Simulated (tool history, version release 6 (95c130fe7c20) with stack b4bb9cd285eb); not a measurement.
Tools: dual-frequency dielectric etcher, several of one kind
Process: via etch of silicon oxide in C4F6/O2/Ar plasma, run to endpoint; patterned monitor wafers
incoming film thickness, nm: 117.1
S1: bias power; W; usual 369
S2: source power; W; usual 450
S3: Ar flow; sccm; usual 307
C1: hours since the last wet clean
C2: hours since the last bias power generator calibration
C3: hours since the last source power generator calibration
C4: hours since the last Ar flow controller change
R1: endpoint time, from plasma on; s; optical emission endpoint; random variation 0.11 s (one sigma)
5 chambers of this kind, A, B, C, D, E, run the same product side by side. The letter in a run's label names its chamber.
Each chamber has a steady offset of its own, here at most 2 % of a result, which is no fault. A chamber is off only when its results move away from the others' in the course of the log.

-- hour=1.8 chamber D: Ar flow controller replaced
run 1E hour=4.7 | S1=369 S2=450 S3=307 | C1=15 C2=1371.3 C3=155.9 C4=1957.4 | R1=27.598
run 2C hour=12.1 | S1=369 S2=450 S3=307 | C1=467.4 C2=3018.9 C3=3259.4 C4=392 | R1=27.335
run 3A hour=18.9 | S1=369 S2=450 S3=307 | C1=381.8 C2=380.7 C3=179.3 C4=1949.3 | R1=27.197
run 4B hour=22.7 | S1=369 S2=450 S3=307 | C1=188 C2=536.1 C3=117.6 C4=2483.3 | R1=28.067
run 5D hour=26.6 | S1=369 S2=450 S3=307 | C1=446.6 C2=3536.9 C3=1278.7 C4=24.9 | R1=27.793
run 6D hour=30.7 | S1=369 S2=450 S3=307 | C1=450.7 C2=3541 C3=1282.8 C4=29 | R1=27.488
run 7C hour=34.5 | S1=369 S2=450 S3=307 | C1=489.8 C2=3041.3 C3=3281.8 C4=414.4 | R1=27.39
run 8B hour=39.5 | S1=369 S2=450 S3=307 | C1=204.8 C2=552.9 C3=134.4 C4=2500.1 | R1=28.005
run 9E hour=48.1 | S1=369 S2=450 S3=307 | C1=58.4 C2=1414.7 C3=199.3 C4=2000.8 | R1=27.55
run 10A hour=53.5 | S1=369 S2=450 S3=376 | C1=416.4 C2=415.3 C3=213.9 C4=1983.9 | R1=27.766
run 11B hour=57.5 | S1=369 S2=450 S3=376 | C1=222.8 C2=570.9 C3=152.4 C4=2518.1 | R1=28.477
run 12E hour=62.1 | S1=369 S2=450 S3=376 | C1=72.4 C2=1428.7 C3=213.3 C4=2014.8 | R1=28.266
run 13C hour=69.4 | S1=369 S2=450 S3=376 | C1=524.7 C2=3076.2 C3=3316.7 C4=449.3 | R1=27.895
run 14D hour=75 | S1=369 S2=450 S3=376 | C1=495 C2=3585.3 C3=1327.1 C4=73.3 | R1=28.127
run 15A hour=81.2 | S1=316 S2=450 S3=307 | C1=444.1 C2=443 C3=241.6 C4=2011.6 | R1=28.835
run 16C hour=89.2 | S1=316 S2=450 S3=307 | C1=544.5 C2=3096 C3=3336.5 C4=469.1 | R1=28.966
-- hour=92.5 chamber C: wet clean of the chamber
run 17D hour=95.4 | S1=316 S2=450 S3=307 | C1=515.4 C2=3605.7 C3=1347.5 C4=93.7 | R1=29.186
run 18E hour=100.3 | S1=316 S2=450 S3=307 | C1=110.6 C2=1466.9 C3=251.5 C4=2053 | R1=29.062
run 19A hour=107.5 | S1=316 S2=450 S3=307 | C1=470.4 C2=469.3 C3=267.9 C4=2037.9 | R1=28.66
run 20B hour=114.3 | S1=369 S2=450 S3=307 | C1=279.6 C2=627.7 C3=209.2 C4=2574.9 | R1=28.184
run 21A hour=122.6 | S1=369 S2=450 S3=307 | C1=485.5 C2=484.4 C3=283 C4=2053 | R1=27.192
run 22E hour=130 | S1=369 S2=450 S3=307 | C1=140.3 C2=1496.6 C3=281.2 C4=2082.7 | R1=27.488
run 23B hour=135 | S1=369 S2=450 S3=307 | C1=300.3 C2=648.4 C3=229.9 C4=2595.6 | R1=28.073
-- hour=138.8 chamber A: wet clean of the chamber
run 24C hour=142.8 | S1=369 S2=450 S3=307 | C1=50.3 C2=3149.6 C3=3390.1 C4=522.7 | R1=27.1
-- hour=147.1 chamber C: source power generator calibrated
run 25D hour=150.4 | S1=369 S2=450 S3=307 | C1=570.4 C2=3660.7 C3=1402.5 C4=148.7 | R1=27.59
run 26C hour=157.7 | S1=369 S2=450 S3=307 | C1=65.2 C2=3164.5 C3=10.7 C4=537.6 | R1=27.439
run 27D hour=164.9 | S1=369 S2=540 S3=362 | C1=584.9 C2=3675.2 C3=1417 C4=163.2 | R1=26.284
run 28B hour=171.5 | S1=369 S2=540 S3=362 | C1=336.8 C2=684.9 C3=266.4 C4=2632.1 | R1=26.445
run 29E hour=179.3 | S1=369 S2=540 S3=362 | C1=189.6 C2=1545.9 C3=330.5 C4=2132 | R1=26.174
run 30A hour=185.6 | S1=369 S2=540 S3=362 | C1=46.8 C2=547.4 C3=346 C4=2116 | R1=24.784
-- hour=192.9 chamber D: wet clean of the chamber
run 31A hour=193.4 | S1=369 S2=540 S3=362 | C1=54.6 C2=555.2 C3=353.8 C4=2123.8 | R1=24.788
run 32D hour=200.7 | S1=369 S2=450 S3=307 | C1=7.9 C2=3711 C3=1452.8 C4=199 | R1=27.546
run 33E hour=209.3 | S1=369 S2=450 S3=362 | C1=219.6 C2=1575.9 C3=360.5 C4=2162 | R1=28.132
-- hour=213.7 chamber E: bias power generator calibrated
run 34C hour=213.8 | S1=369 S2=450 S3=362 | C1=121.3 C2=3220.6 C3=66.8 C4=593.7 | R1=27.807
run 35B hour=218.8 | S1=369 S2=450 S3=362 | C1=384.1 C2=732.2 C3=313.7 C4=2679.4 | R1=28.599
run 36C hour=225.7 | S1=369 S2=450 S3=362 | C1=133.2 C2=3232.5 C3=78.7 C4=605.6 | R1=28.01
run 37A hour=230.4 | S1=369 S2=450 S3=362 | C1=91.6 C2=592.2 C3=390.8 C4=2160.8 | R1=26.4
run 38E hour=234.2 | S1=369 S2=450 S3=307 | C1=244.5 C2=20.6 C3=385.4 C4=2186.9 | R1=27.489
-- hour=234.6 chamber B: wet clean of the chamber
run 39D hour=241.8 | S1=369 S2=450 S3=307 | C1=49 C2=3752.1 C3=1493.9 C4=240.1 | R1=27.474
run 40B hour=247.5 | S1=369 S2=450 S3=307 | C1=13 C2=760.9 C3=342.4 C4=2708.1 | R1=27.956
run 41A hour=252.7 | S1=369 S2=450 S3=307 | C1=113.9 C2=614.5 C3=413.1 C4=2183.1 | R1=26.129
-- hour=255 chamber D: source power generator calibrated
run 42E hour=257.6 | S1=369 S2=450 S3=307 | C1=267.9 C2=44 C3=408.8 C4=2210.3 | R1=27.731
run 43D hour=262.9 | S1=369 S2=450 S3=307 | C1=70.1 C2=3773.2 C3=8 C4=261.2 | R1=27.637

Next, every chamber runs the same settings. What will each give?
run 44A hour=269.1 | S1=334 S2=450 S3=307 | R1=?
run 44B hour=269.1 | S1=334 S2=450 S3=307 | R1=?
run 44C hour=269.1 | S1=334 S2=450 S3=307 | R1=?
run 44D hour=269.1 | S1=334 S2=450 S3=307 | R1=?
run 44E hour=269.1 | S1=334 S2=450 S3=307 | R1=?

run=44A R1=26.991
run=44B R1=29.039
run=44C R1=28.56
run=44D R1=28.88
run=44E R1=28.489
